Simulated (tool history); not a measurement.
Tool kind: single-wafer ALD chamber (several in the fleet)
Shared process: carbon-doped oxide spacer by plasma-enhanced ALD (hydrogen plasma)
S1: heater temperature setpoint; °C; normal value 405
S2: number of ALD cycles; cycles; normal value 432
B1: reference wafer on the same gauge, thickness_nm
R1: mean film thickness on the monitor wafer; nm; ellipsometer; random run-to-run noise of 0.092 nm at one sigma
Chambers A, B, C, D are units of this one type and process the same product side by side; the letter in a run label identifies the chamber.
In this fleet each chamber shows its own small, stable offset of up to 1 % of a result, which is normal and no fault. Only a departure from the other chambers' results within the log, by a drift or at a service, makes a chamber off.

run   hour   S1   S2      B1      R1
 1C   10.2  405  432  22.174  21.142
 2B   22.4  405  432  22.194   21.11
 3A   37.4  405  432  22.176  21.489
 4D   52.1  405  432  22.217  21.474
 5D   67.1  405  432  22.219  21.194
 6C   77.6  405  432  22.195  21.056
 7A   87.7  393  376  22.209  18.995
 8B  101.7  393  376  22.178  18.621
 9D  109.9  393  376  22.202  18.932
10B  121.3  393  376  22.192  18.761
11C  130.6  405  432  22.207  21.325
12A  137.6  405  432  22.204  21.292
13B  145.8  405  489  22.209  23.893
14A  158.2  405  489  22.216  24.141
15D  170.1  405  489  22.202   24.27
16C  181.7  405  489  22.218  24.003
17B  189.7  405  432  22.196  21.062
18C    205  405  432  22.184  21.188
19A  213.9  405  432  22.211  21.291
20D  224.4  405  432  22.232  21.168
21B  234.9  405  432  22.184  21.108
22A  247.2  405  432  22.192   21.28
23D  261.2  405  432   22.22  21.543
24C    269  405  432  22.196  21.133
25A  280.6  405  432  22.205  21.327
26D  294.1  405  432  22.186  21.372

All chambers now run identical settings, listed one chamber a line with results as question marks. What results will each chamber show?
27A  305.2  405  432       ?
27B  305.2  405  432       ?
27C  305.2  405  432       ?
27D  305.2  405  432       ?

run      R1
27A  21.372
27B  21.122
27C  21.074
27D  21.315
